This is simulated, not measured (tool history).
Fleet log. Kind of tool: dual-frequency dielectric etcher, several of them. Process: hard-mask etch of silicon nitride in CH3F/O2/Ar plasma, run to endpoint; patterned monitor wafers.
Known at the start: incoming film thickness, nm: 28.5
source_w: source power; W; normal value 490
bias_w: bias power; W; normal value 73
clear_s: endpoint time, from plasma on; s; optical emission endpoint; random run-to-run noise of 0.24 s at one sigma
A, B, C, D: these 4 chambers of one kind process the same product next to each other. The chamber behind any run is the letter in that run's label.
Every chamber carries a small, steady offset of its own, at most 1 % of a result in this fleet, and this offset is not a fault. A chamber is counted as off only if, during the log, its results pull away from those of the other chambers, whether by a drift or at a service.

{"run": "1C", "hour": 4.0, "source_w": 490, "bias_w": 73, "clear_s": 38.125}
{"run": "2A", "hour": 7.1, "source_w": 490, "bias_w": 73, "clear_s": 37.491}
{"run": "3B", "hour": 12.5, "source_w": 490, "bias_w": 73, "clear_s": 37.778}
{"run": "4D", "hour": 17.3, "source_w": 490, "bias_w": 73, "clear_s": 37.98}
{"run": "5A", "hour": 22.2, "source_w": 490, "bias_w": 73, "clear_s": 38.079}
{"run": "6D", "hour": 25.9, "source_w": 490, "bias_w": 73, "clear_s": 37.564}
{"run": "7B", "hour": 28.9, "source_w": 490, "bias_w": 73, "clear_s": 38.087}
{"run": "8C", "hour": 33.8, "source_w": 490, "bias_w": 90, "clear_s": 34.988}
{"run": "9D", "hour": 36.5, "source_w": 490, "bias_w": 90, "clear_s": 35.272}
{"run": "10B", "hour": 42.1, "source_w": 490, "bias_w": 90, "clear_s": 35.224}
{"run": "11A", "hour": 45.9, "source_w": 490, "bias_w": 90, "clear_s": 35.23}
{"hour": 47.2, "done": "chamber A: wet clean of the chamber"}
{"run": "12C", "hour": 51.1, "source_w": 490, "bias_w": 73, "clear_s": 38}
{"run": "13B", "hour": 54.7, "source_w": 450, "bias_w": 59, "clear_s": 42.326}
{"run": "14A", "hour": 58.7, "source_w": 450, "bias_w": 59, "clear_s": 40.38}
{"run": "15D", "hour": 61.3, "source_w": 450, "bias_w": 59, "clear_s": 41.485}
{"run": "16C", "hour": 66.1, "source_w": 450, "bias_w": 59, "clear_s": 42.134}
{"run": "17B", "hour": 69.0, "source_w": 550, "bias_w": 73, "clear_s": 36.293}
{"run": "18C", "hour": 73.7, "source_w": 550, "bias_w": 73, "clear_s": 36.157}
{"run": "19D", "hour": 77.0, "source_w": 550, "bias_w": 73, "clear_s": 35.538}
{"run": "20A", "hour": 82.4, "source_w": 550, "bias_w": 73, "clear_s": 34.716}
{"run": "21B", "hour": 85.5, "source_w": 490, "bias_w": 73, "clear_s": 37.884}
{"run": "22D", "hour": 90.2, "source_w": 490, "bias_w": 73, "clear_s": 37.807}
{"run": "23A", "hour": 93.8, "source_w": 490, "bias_w": 73, "clear_s": 35.619}
{"run": "24C", "hour": 96.9, "source_w": 490, "bias_w": 73, "clear_s": 37.91}
{"hour": 99.9, "done": "chamber C: wet clean of the chamber"}
{"run": "25B", "hour": 101.0, "source_w": 550, "bias_w": 73, "clear_s": 36.633}
{"run": "26A", "hour": 105.4, "source_w": 550, "bias_w": 73, "clear_s": 34.836}
{"run": "27C", "hour": 110.1, "source_w": 550, "bias_w": 73, "clear_s": 36.847}

Next, all 4 chambers run the settings below, one line each with question marks for the results. What does each chamber give?
{"run": "28A", "hour": 114.1, "source_w": 490, "bias_w": 73, "clear_s": "?"}
{"run": "28B", "hour": 114.1, "source_w": 490, "bias_w": 73, "clear_s": "?"}
{"run": "28C", "hour": 114.1, "source_w": 490, "bias_w": 73, "clear_s": "?"}
{"run": "28D", "hour": 114.1, "source_w": 490, "bias_w": 73, "clear_s": "?"}

run=28A clear_s=36.042
run=28B clear_s=37.95
run=28C clear_s=38.031
run=28D clear_s=38.054
